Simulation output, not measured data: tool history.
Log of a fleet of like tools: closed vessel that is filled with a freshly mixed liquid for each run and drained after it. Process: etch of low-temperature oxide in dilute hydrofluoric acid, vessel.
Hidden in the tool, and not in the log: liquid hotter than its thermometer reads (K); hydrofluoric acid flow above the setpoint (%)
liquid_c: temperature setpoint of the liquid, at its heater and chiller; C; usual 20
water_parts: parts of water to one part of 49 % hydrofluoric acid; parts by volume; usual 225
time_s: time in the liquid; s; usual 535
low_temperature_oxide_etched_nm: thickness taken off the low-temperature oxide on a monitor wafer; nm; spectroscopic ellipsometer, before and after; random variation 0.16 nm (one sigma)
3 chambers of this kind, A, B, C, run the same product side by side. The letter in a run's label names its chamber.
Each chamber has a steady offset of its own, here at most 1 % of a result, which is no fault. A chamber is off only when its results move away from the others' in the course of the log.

run,hour,liquid_c,water_parts,time_s,hours since the thermometer was replaced,hours since the hydrofluoric acid flow meter was replaced,"read-back film thickness of the low-temperature oxide reference wafer, read on the same gauge (nm)",low_temperature_oxide_etched_nm
1C,9.7,20,225,535,660,1169,30.015,18.789
2A,21,20,225,535,1597.4,1025.2,30.006,18.802
3B,33.7,20,225,535,2078.1,1847.5,30.038,18.678
4A,45.3,20,225,535,1621.7,1049.5,29.965,18.752
5C,54.2,20,155,535,704.5,1213.5,30.029,29.62
6B,64,20,155,535,2108.4,1877.8,29.99,29.09
7A,74,20,155,535,1650.4,1078.2,29.992,29.111
8B,82.3,20,225,535,2126.7,1896.1,30.002,18.816
9C,95.4,20,225,535,745.7,1254.7,30,18.717
10B,110.8,20,225,535,2155.2,1924.6,29.988,18.679
11A,124.2,20,225,700,1700.6,1128.4,29.993,24.942
12C,133.1,20,225,700,783.4,1292.4,30,25.064
13B,148.1,20,225,700,2192.5,1961.9,29.993,24.757
# hour 152.2: chamber B: hydrofluoric acid flow meter replaced
14C,158.6,20,225,535,808.9,1317.9,30.015,18.494
15A,169.2,20,225,535,1745.6,1173.4,29.999,19.23
16C,177.7,17,315,535,828,1337,29.991,10.932
17A,190.8,17,315,535,1767.2,1195,30.003,11.42
18B,205.8,17,315,535,2250.2,53.7,30.019,11.037
19B,216.5,20,225,535,2260.9,64.4,30.016,18.64
20A,229.1,20,190,390,1805.5,1233.3,30.027,17.617
21C,239.8,20,190,390,890.1,1399.1,30.004,16.888
22A,254.1,20,190,390,1830.5,1258.3,29.978,17.32
23C,266.2,20,225,535,916.5,1425.5,29.981,18.867
24B,281,20,225,535,2325.4,128.9,30.025,18.855
25C,291.2,20,225,535,941.5,1450.5,29.988,18.556
26A,299.7,24.5,225,535,1876.1,1303.9,29.979,23.149
27B,307.4,24.5,225,535,2351.8,155.3,29.98,22.245
28B,317.7,24.5,225,535,2362.1,165.6,30.01,22.333
29C,331.1,23,305,535,981.4,1490.4,29.983,14.436
30A,339.7,23,305,535,1916.1,1343.9,29.973,15.497
31A,348.9,23,305,535,1925.3,1353.1,29.996,15.224
32C,356.4,20,225,535,1006.7,1515.7,29.983,18.731
# hour 359.1: chamber C: hydrofluoric acid flow meter replaced
33B,369,20,170,260,2413.4,216.9,29.998,12.719
34A,378.6,20,170,260,1955,1382.8,29.992,13.476
35B,392.3,20,170,260,2436.7,240.2,30.003,12.946
36C,403.6,20,225,535,1053.9,44.5,29.981,18.783
37C,411.4,20,225,535,1061.7,52.3,30.012,18.898
38B,421.2,20,225,535,2465.6,269.1,30.017,18.662
39A,428.6,20,225,535,2005,1432.8,30.009,20.08
40C,440.8,20,225,535,1091.1,81.7,30.014,18.911

All 3 chambers run these settings next. Forecast each chamber's results:
41A,452.3,20,225,535,,,,?
41B,452.3,20,225,535,,,,?
41C,452.3,20,225,535,,,,?

run,low_temperature_oxide_etched_nm
41A,20.088
41B,19.244
41C,18.922

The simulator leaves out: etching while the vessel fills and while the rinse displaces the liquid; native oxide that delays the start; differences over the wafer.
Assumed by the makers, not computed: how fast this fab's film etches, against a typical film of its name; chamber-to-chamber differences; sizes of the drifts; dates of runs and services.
